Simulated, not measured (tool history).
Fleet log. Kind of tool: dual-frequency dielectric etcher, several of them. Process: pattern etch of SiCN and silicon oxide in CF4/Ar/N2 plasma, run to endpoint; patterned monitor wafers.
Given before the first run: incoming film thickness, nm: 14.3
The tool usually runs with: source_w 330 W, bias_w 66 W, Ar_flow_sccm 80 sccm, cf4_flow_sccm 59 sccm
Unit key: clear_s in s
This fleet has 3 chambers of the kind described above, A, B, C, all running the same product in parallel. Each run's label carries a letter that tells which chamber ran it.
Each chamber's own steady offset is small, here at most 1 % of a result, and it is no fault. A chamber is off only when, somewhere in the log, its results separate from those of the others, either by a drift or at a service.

{"run": "1B", "hour": 3.8, "source_w": 330, "bias_w": 66, "Ar_flow_sccm": 80, "cf4_flow_sccm": 59, "clear_s": 22.627}
{"run": "2A", "hour": 7.0, "source_w": 330, "bias_w": 66, "Ar_flow_sccm": 80, "cf4_flow_sccm": 59, "clear_s": 22.368}
{"run": "3C", "hour": 10.5, "source_w": 330, "bias_w": 66, "Ar_flow_sccm": 80, "cf4_flow_sccm": 59, "clear_s": 22.469}
{"run": "4B", "hour": 14.4, "source_w": 330, "bias_w": 66, "Ar_flow_sccm": 80, "cf4_flow_sccm": 59, "clear_s": 22.302}
{"run": "5C", "hour": 17.5, "source_w": 330, "bias_w": 66, "Ar_flow_sccm": 80, "cf4_flow_sccm": 59, "clear_s": 22.403}
{"run": "6A", "hour": 19.8, "source_w": 330, "bias_w": 66, "Ar_flow_sccm": 80, "cf4_flow_sccm": 72, "clear_s": 21.622}
{"run": "7C", "hour": 23.1, "source_w": 330, "bias_w": 66, "Ar_flow_sccm": 80, "cf4_flow_sccm": 72, "clear_s": 21.959}
{"run": "8B", "hour": 25.1, "source_w": 330, "bias_w": 66, "Ar_flow_sccm": 80, "cf4_flow_sccm": 72, "clear_s": 21.546}
{"run": "9A", "hour": 28.6, "source_w": 330, "bias_w": 66, "Ar_flow_sccm": 80, "cf4_flow_sccm": 73, "clear_s": 21.529}
{"run": "10C", "hour": 31.8, "source_w": 330, "bias_w": 66, "Ar_flow_sccm": 80, "cf4_flow_sccm": 73, "clear_s": 21.709}
{"run": "11B", "hour": 34.2, "source_w": 330, "bias_w": 66, "Ar_flow_sccm": 80, "cf4_flow_sccm": 73, "clear_s": 21.478}
{"run": "12A", "hour": 36.7, "source_w": 330, "bias_w": 66, "Ar_flow_sccm": 80, "cf4_flow_sccm": 59, "clear_s": 22.166}
{"run": "13C", "hour": 39.1, "source_w": 330, "bias_w": 66, "Ar_flow_sccm": 80, "cf4_flow_sccm": 59, "clear_s": 22.236}
{"run": "14A", "hour": 43.3, "source_w": 330, "bias_w": 66, "Ar_flow_sccm": 80, "cf4_flow_sccm": 59, "clear_s": 22.368}
{"run": "15B", "hour": 45.6, "source_w": 330, "bias_w": 66, "Ar_flow_sccm": 80, "cf4_flow_sccm": 59, "clear_s": 22.394}
{"run": "16C", "hour": 49.1, "source_w": 330, "bias_w": 66, "Ar_flow_sccm": 80, "cf4_flow_sccm": 59, "clear_s": 22.574}
{"run": "17B", "hour": 51.4, "source_w": 330, "bias_w": 66, "Ar_flow_sccm": 80, "cf4_flow_sccm": 59, "clear_s": 21.982}
{"run": "18A", "hour": 54.5, "source_w": 330, "bias_w": 66, "Ar_flow_sccm": 80, "cf4_flow_sccm": 59, "clear_s": 22.327}
{"run": "19B", "hour": 57.1, "source_w": 330, "bias_w": 66, "Ar_flow_sccm": 80, "cf4_flow_sccm": 59, "clear_s": 22.191}
{"run": "20A", "hour": 61.4, "source_w": 330, "bias_w": 66, "Ar_flow_sccm": 80, "cf4_flow_sccm": 59, "clear_s": 22.059}
{"run": "21C", "hour": 64.9, "source_w": 330, "bias_w": 66, "Ar_flow_sccm": 96, "cf4_flow_sccm": 59, "clear_s": 23.064}
{"run": "22C", "hour": 67.7, "source_w": 330, "bias_w": 66, "Ar_flow_sccm": 96, "cf4_flow_sccm": 59, "clear_s": 22.781}
{"run": "23B", "hour": 70.5, "source_w": 330, "bias_w": 66, "Ar_flow_sccm": 96, "cf4_flow_sccm": 59, "clear_s": 22.661}
{"hour": 72.9, "done": "chamber B: CF4 flow controller replaced"}
{"run": "24A", "hour": 74.7, "source_w": 330, "bias_w": 66, "Ar_flow_sccm": 80, "cf4_flow_sccm": 59, "clear_s": 22.202}
{"run": "25B", "hour": 78.2, "source_w": 330, "bias_w": 66, "Ar_flow_sccm": 80, "cf4_flow_sccm": 59, "clear_s": 21.971}
{"run": "26C", "hour": 82.3, "source_w": 330, "bias_w": 66, "Ar_flow_sccm": 80, "cf4_flow_sccm": 59, "clear_s": 22.351}
{"run": "27A", "hour": 85.1, "source_w": 330, "bias_w": 66, "Ar_flow_sccm": 80, "cf4_flow_sccm": 59, "clear_s": 22.449}
{"run": "28A", "hour": 89.0, "source_w": 330, "bias_w": 66, "Ar_flow_sccm": 80, "cf4_flow_sccm": 59, "clear_s": 22.565}
{"run": "29B", "hour": 92.7, "source_w": 330, "bias_w": 52, "Ar_flow_sccm": 80, "cf4_flow_sccm": 50, "clear_s": 24.613}
{"run": "30C", "hour": 97.1, "source_w": 330, "bias_w": 52, "Ar_flow_sccm": 80, "cf4_flow_sccm": 50, "clear_s": 24.97}
{"run": "31C", "hour": 100.6, "source_w": 330, "bias_w": 52, "Ar_flow_sccm": 80, "cf4_flow_sccm": 50, "clear_s": 24.942}
{"run": "32B", "hour": 103.6, "source_w": 330, "bias_w": 66, "Ar_flow_sccm": 80, "cf4_flow_sccm": 59, "clear_s": 21.63}
{"run": "33A", "hour": 106.8, "source_w": 330, "bias_w": 66, "Ar_flow_sccm": 80, "cf4_flow_sccm": 59, "clear_s": 22.246}
{"run": "34A", "hour": 110.4, "source_w": 330, "bias_w": 66, "Ar_flow_sccm": 80, "cf4_flow_sccm": 59, "clear_s": 22.399}
{"hour": 111.6, "done": "chamber C: Ar flow controller replaced"}
{"run": "35C", "hour": 113.5, "source_w": 330, "bias_w": 66, "Ar_flow_sccm": 80, "cf4_flow_sccm": 53, "clear_s": 23.081}
{"run": "36B", "hour": 116.0, "source_w": 330, "bias_w": 66, "Ar_flow_sccm": 80, "cf4_flow_sccm": 53, "clear_s": 22.104}
{"run": "37A", "hour": 120.0, "source_w": 330, "bias_w": 66, "Ar_flow_sccm": 80, "cf4_flow_sccm": 53, "clear_s": 22.739}
{"run": "38C", "hour": 123.8, "source_w": 330, "bias_w": 66, "Ar_flow_sccm": 80, "cf4_flow_sccm": 59, "clear_s": 22.53}
{"run": "39B", "hour": 127.6, "source_w": 330, "bias_w": 66, "Ar_flow_sccm": 80, "cf4_flow_sccm": 59, "clear_s": 21.499}
{"run": "40B", "hour": 131.6, "source_w": 300, "bias_w": 66, "Ar_flow_sccm": 80, "cf4_flow_sccm": 59, "clear_s": 23.463}
{"run": "41C", "hour": 133.9, "source_w": 300, "bias_w": 66, "Ar_flow_sccm": 80, "cf4_flow_sccm": 59, "clear_s": 24.676}

Which is it: a chamber that has drifted or been left off by a service, a gauge drift common to all chambers, or only each chamber's usual small offset? If a chamber is off, name it and its likeliest cause.

One chamber, B, drifts off from the rest bit by bit.
What lies behind it: etch rate over this chamber's usual, % = 3.83.
The log may not separate it from: source power that arrives over what is set, %.

Below are 4 candidate recipes for chamber B's next run, each the usual settings with a change, their results shown as question marks. Which of them brings B's results back in line with what the other chambers give on the usual settings?
A result is in line if it is within this distance of the other chambers' mean on the usual settings: clear_s 0.480 s
{"run": "42B-1", "hour": 137.1, "source_w": 330, "bias_w": 66, "Ar_flow_sccm": 90, "cf4_flow_sccm": 52, "clear_s": "?"}
{"run": "42B-2", "hour": 137.1, "source_w": 330, "bias_w": 66, "Ar_flow_sccm": 100, "cf4_flow_sccm": 44, "clear_s": "?"}
{"run": "42B-3", "hour": 137.1, "source_w": 360, "bias_w": 66, "Ar_flow_sccm": 79, "cf4_flow_sccm": 60, "clear_s": "?"}
{"run": "42B-4", "hour": 137.1, "source_w": 340, "bias_w": 67, "Ar_flow_sccm": 79, "cf4_flow_sccm": 59, "clear_s": "?"}

Mean of the other chambers on the usual settings: clear_s 22.375 s
run=42B-1 clear_s=22.442
run=42B-2 clear_s=23.445
run=42B-3 clear_s=19.960
run=42B-4 clear_s=20.923
With 42B-1, the chamber falls back in line with the rest.

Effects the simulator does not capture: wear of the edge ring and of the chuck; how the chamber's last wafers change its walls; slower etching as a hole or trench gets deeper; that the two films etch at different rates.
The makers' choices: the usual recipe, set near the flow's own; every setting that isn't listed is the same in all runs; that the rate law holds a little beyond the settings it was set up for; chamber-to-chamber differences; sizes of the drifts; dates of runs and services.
